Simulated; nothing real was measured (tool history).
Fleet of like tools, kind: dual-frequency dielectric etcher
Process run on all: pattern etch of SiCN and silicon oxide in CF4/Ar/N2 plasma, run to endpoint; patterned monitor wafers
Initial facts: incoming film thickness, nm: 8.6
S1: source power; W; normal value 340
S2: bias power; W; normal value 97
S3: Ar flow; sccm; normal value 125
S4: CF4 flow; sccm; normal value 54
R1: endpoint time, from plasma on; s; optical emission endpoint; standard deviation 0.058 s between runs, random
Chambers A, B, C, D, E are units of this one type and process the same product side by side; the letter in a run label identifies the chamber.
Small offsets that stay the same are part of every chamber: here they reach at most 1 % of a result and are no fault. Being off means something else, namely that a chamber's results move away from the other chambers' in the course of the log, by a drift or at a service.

{"run": "1B", "day": 0.225, "S1": 340, "S2": 97, "S3": 125, "S4": 54, "R1": 12.333}
{"run": "2C", "day": 0.483, "S1": 340, "S2": 97, "S3": 125, "S4": 54, "R1": 12.348}
{"run": "3D", "day": 0.838, "S1": 340, "S2": 97, "S3": 125, "S4": 54, "R1": 12.468}
{"run": "4A", "day": 1.075, "S1": 340, "S2": 97, "S3": 125, "S4": 54, "R1": 12.203}
{"run": "5E", "day": 1.483, "S1": 340, "S2": 97, "S3": 125, "S4": 54, "R1": 12.168}
{"run": "6B", "day": 1.758, "S1": 340, "S2": 97, "S3": 125, "S4": 59, "R1": 12.116}
{"run": "7E", "day": 2.117, "S1": 340, "S2": 97, "S3": 125, "S4": 59, "R1": 12.088}
{"run": "8D", "day": 2.5, "S1": 340, "S2": 97, "S3": 125, "S4": 59, "R1": 12.285}
{"run": "9C", "day": 2.792, "S1": 340, "S2": 97, "S3": 125, "S4": 59, "R1": 12.163}
{"run": "10A", "day": 3.042, "S1": 340, "S2": 97, "S3": 125, "S4": 59, "R1": 12.122}
{"day": 3.175, "done": "chamber D: wet clean of the chamber"}
{"run": "11B", "day": 3.254, "S1": 340, "S2": 97, "S3": 125, "S4": 54, "R1": 12.277}
{"run": "12C", "day": 3.646, "S1": 340, "S2": 85, "S3": 125, "S4": 42, "R1": 13.56}
{"run": "13D", "day": 3.946, "S1": 340, "S2": 85, "S3": 125, "S4": 42, "R1": 13.615}
{"run": "14A", "day": 4.196, "S1": 340, "S2": 85, "S3": 125, "S4": 42, "R1": 13.505}
{"run": "15E", "day": 4.604, "S1": 340, "S2": 85, "S3": 125, "S4": 42, "R1": 13.329}
{"run": "16E", "day": 4.85, "S1": 340, "S2": 85, "S3": 125, "S4": 42, "R1": 13.254}
{"run": "17B", "day": 5.067, "S1": 340, "S2": 97, "S3": 125, "S4": 54, "R1": 12.175}
{"run": "18D", "day": 5.35, "S1": 340, "S2": 97, "S3": 125, "S4": 54, "R1": 12.335}
{"run": "19C", "day": 5.688, "S1": 340, "S2": 97, "S3": 125, "S4": 54, "R1": 12.334}
{"day": 5.825, "done": "chamber A: wet clean of the chamber"}
{"run": "20A", "day": 5.908, "S1": 340, "S2": 97, "S3": 125, "S4": 54, "R1": 12.219}
{"run": "21A", "day": 6.15, "S1": 340, "S2": 97, "S3": 125, "S4": 54, "R1": 12.363}
{"run": "22D", "day": 6.429, "S1": 340, "S2": 97, "S3": 125, "S4": 54, "R1": 12.448}
{"run": "23E", "day": 6.658, "S1": 340, "S2": 97, "S3": 125, "S4": 54, "R1": 12.25}
{"run": "24C", "day": 6.971, "S1": 340, "S2": 97, "S3": 125, "S4": 54, "R1": 12.279}
{"run": "25B", "day": 7.271, "S1": 340, "S2": 97, "S3": 125, "S4": 54, "R1": 12.317}
{"run": "26D", "day": 7.65, "S1": 340, "S2": 97, "S3": 125, "S4": 54, "R1": 12.387}
{"day": 7.667, "done": "chamber B: bias power generator calibrated"}
{"run": "27C", "day": 7.979, "S1": 340, "S2": 97, "S3": 125, "S4": 54, "R1": 12.307}
{"run": "28A", "day": 8.233, "S1": 340, "S2": 97, "S3": 125, "S4": 54, "R1": 12.246}
{"run": "29B", "day": 8.458, "S1": 340, "S2": 97, "S3": 125, "S4": 54, "R1": 12.17}
{"day": 8.792, "done": "chamber E: wet clean of the chamber"}
{"run": "30E", "day": 8.812, "S1": 340, "S2": 97, "S3": 144, "S4": 61, "R1": 12.334}
{"run": "31C", "day": 9.171, "S1": 340, "S2": 97, "S3": 144, "S4": 61, "R1": 12.368}
{"run": "32A", "day": 9.5, "S1": 340, "S2": 97, "S3": 144, "S4": 61, "R1": 12.416}
{"run": "33E", "day": 9.792, "S1": 340, "S2": 97, "S3": 144, "S4": 61, "R1": 12.301}
{"run": "34B", "day": 10.142, "S1": 340, "S2": 97, "S3": 144, "S4": 61, "R1": 12.207}
{"run": "35D", "day": 10.371, "S1": 340, "S2": 97, "S3": 125, "S4": 54, "R1": 12.508}
{"run": "36A", "day": 10.7, "S1": 340, "S2": 97, "S3": 125, "S4": 54, "R1": 12.287}
{"run": "37E", "day": 11.071, "S1": 340, "S2": 97, "S3": 125, "S4": 54, "R1": 12.229}
{"run": "38C", "day": 11.4, "S1": 340, "S2": 97, "S3": 125, "S4": 54, "R1": 12.355}
{"run": "39B", "day": 11.762, "S1": 340, "S2": 97, "S3": 125, "S4": 54, "R1": 12.015}
{"run": "40D", "day": 12.004, "S1": 340, "S2": 97, "S3": 125, "S4": 54, "R1": 12.401}
{"run": "41A", "day": 12.283, "S1": 340, "S2": 97, "S3": 125, "S4": 54, "R1": 12.225}
{"run": "42C", "day": 12.675, "S1": 340, "S2": 97, "S3": 125, "S4": 54, "R1": 12.385}
{"run": "43B", "day": 12.992, "S1": 340, "S2": 97, "S3": 125, "S4": 54, "R1": 11.984}

All chambers now run identical settings, listed one chamber a line with results as question marks. What results will each chamber show?
{"run": "44A", "day": 13.283, "S1": 340, "S2": 97, "S3": 125, "S4": 45, "R1": "?"}
{"run": "44B", "day": 13.283, "S1": 340, "S2": 97, "S3": 125, "S4": 45, "R1": "?"}
{"run": "44C", "day": 13.283, "S1": 340, "S2": 97, "S3": 125, "S4": 45, "R1": "?"}
{"run": "44D", "day": 13.283, "S1": 340, "S2": 97, "S3": 125, "S4": 45, "R1": "?"}
{"run": "44E", "day": 13.283, "S1": 340, "S2": 97, "S3": 125, "S4": 45, "R1": "?"}

run=44A R1=12.545
run=44B R1=12.321
run=44C R1=12.750
run=44D R1=12.763
run=44E R1=12.610
